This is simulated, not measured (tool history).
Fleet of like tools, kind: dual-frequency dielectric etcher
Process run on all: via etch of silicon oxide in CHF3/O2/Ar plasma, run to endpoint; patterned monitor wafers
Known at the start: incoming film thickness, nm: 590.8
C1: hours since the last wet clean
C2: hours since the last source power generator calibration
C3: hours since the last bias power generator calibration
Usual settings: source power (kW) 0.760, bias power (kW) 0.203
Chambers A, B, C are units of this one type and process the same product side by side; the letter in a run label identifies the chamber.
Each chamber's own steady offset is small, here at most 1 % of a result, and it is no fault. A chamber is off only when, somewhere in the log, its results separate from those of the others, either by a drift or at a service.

run 1C day=0.500 | source_power_(kW)=0.760 bias_power_(kW)=0.203 | C1=64.6 C2=2837.1 C3=1846.6 | endpoint_time_(s)=261.84
run 2B day=0.846 | source_power_(kW)=0.760 bias_power_(kW)=0.203 | C1=405.2 C2=863.8 C3=495.7 | endpoint_time_(s)=261.76
-- day=1.233 chamber A: wet clean of the chamber
run 3A day=1.421 | source_power_(kW)=0.760 bias_power_(kW)=0.203 | C1=4.5 C2=3619.5 C3=2003.7 | endpoint_time_(s)=260.23
run 4B day=1.804 | source_power_(kW)=0.760 bias_power_(kW)=0.203 | C1=428.2 C2=886.8 C3=518.7 | endpoint_time_(s)=261.18
run 5C day=2.329 | source_power_(kW)=0.760 bias_power_(kW)=0.203 | C1=108.5 C2=2881.0 C3=1890.5 | endpoint_time_(s)=261.19
run 6A day=2.646 | source_power_(kW)=0.760 bias_power_(kW)=0.203 | C1=33.9 C2=3648.9 C3=2033.1 | endpoint_time_(s)=261.49
run 7C day=3.129 | source_power_(kW)=0.590 bias_power_(kW)=0.241 | C1=127.7 C2=2900.2 C3=1909.7 | endpoint_time_(s)=272.15
run 8A day=3.496 | source_power_(kW)=0.590 bias_power_(kW)=0.241 | C1=54.3 C2=3669.3 C3=2053.5 | endpoint_time_(s)=267.35
run 9B day=3.775 | source_power_(kW)=0.590 bias_power_(kW)=0.241 | C1=475.5 C2=934.1 C3=566.0 | endpoint_time_(s)=271.58
run 10B day=4.083 | source_power_(kW)=0.760 bias_power_(kW)=0.203 | C1=482.9 C2=941.5 C3=573.4 | endpoint_time_(s)=261.51
run 11A day=4.671 | source_power_(kW)=0.640 bias_power_(kW)=0.229 | C1=82.5 C2=3697.5 C3=2081.7 | endpoint_time_(s)=267.19
-- day=4.833 chamber B: wet clean of the chamber
run 12C day=5.017 | source_power_(kW)=0.640 bias_power_(kW)=0.229 | C1=173.0 C2=2945.5 C3=1955.0 | endpoint_time_(s)=268.90
run 13B day=5.412 | source_power_(kW)=0.640 bias_power_(kW)=0.229 | C1=13.9 C2=973.4 C3=605.3 | endpoint_time_(s)=276.36
run 14A day=5.950 | source_power_(kW)=0.690 bias_power_(kW)=0.250 | C1=113.2 C2=3728.2 C3=2112.4 | endpoint_time_(s)=250.36
run 15C day=6.408 | source_power_(kW)=0.690 bias_power_(kW)=0.250 | C1=206.4 C2=2978.9 C3=1988.4 | endpoint_time_(s)=252.86
run 16A day=6.921 | source_power_(kW)=0.690 bias_power_(kW)=0.250 | C1=136.5 C2=3751.5 C3=2135.7 | endpoint_time_(s)=251.97
run 17C day=7.267 | source_power_(kW)=0.760 bias_power_(kW)=0.203 | C1=227.0 C2=2999.5 C3=2009.0 | endpoint_time_(s)=261.50
run 18B day=7.717 | source_power_(kW)=0.760 bias_power_(kW)=0.203 | C1=69.2 C2=1028.7 C3=660.6 | endpoint_time_(s)=270.79
run 19C day=8.071 | source_power_(kW)=0.760 bias_power_(kW)=0.203 | C1=246.3 C2=3018.8 C3=2028.3 | endpoint_time_(s)=263.17
run 20A day=8.462 | source_power_(kW)=0.760 bias_power_(kW)=0.203 | C1=173.5 C2=3788.5 C3=2172.7 | endpoint_time_(s)=258.81
run 21B day=8.888 | source_power_(kW)=0.760 bias_power_(kW)=0.236 | C1=97.3 C2=1056.8 C3=688.7 | endpoint_time_(s)=257.49
run 22C day=9.288 | source_power_(kW)=0.760 bias_power_(kW)=0.236 | C1=275.5 C2=3048.0 C3=2057.5 | endpoint_time_(s)=249.81
run 23A day=9.704 | source_power_(kW)=0.760 bias_power_(kW)=0.236 | C1=203.3 C2=3818.3 C3=2202.5 | endpoint_time_(s)=245.11
run 24B day=10.317 | source_power_(kW)=0.760 bias_power_(kW)=0.203 | C1=131.6 C2=1091.1 C3=723.0 | endpoint_time_(s)=272.50
run 25C day=10.600 | source_power_(kW)=0.760 bias_power_(kW)=0.203 | C1=307.0 C2=3079.5 C3=2089.0 | endpoint_time_(s)=263.59
run 26A day=11.200 | source_power_(kW)=0.760 bias_power_(kW)=0.203 | C1=239.2 C2=3854.2 C3=2238.4 | endpoint_time_(s)=262.18
run 27B day=11.492 | source_power_(kW)=0.760 bias_power_(kW)=0.203 | C1=159.8 C2=1119.3 C3=751.2 | endpoint_time_(s)=270.12

For the next run the whole fleet of 3 chambers uses the same settings. Give each chamber's results:
run 28A day=11.933 | source_power_(kW)=0.760 bias_power_(kW)=0.154 | endpoint_time_(s)=?
run 28B day=11.933 | source_power_(kW)=0.760 bias_power_(kW)=0.154 | endpoint_time_(s)=?
run 28C day=11.933 | source_power_(kW)=0.760 bias_power_(kW)=0.154 | endpoint_time_(s)=?

run=28A endpoint_time_(s)=283.93
run=28B endpoint_time_(s)=298.30
run=28C endpoint_time_(s)=287.63
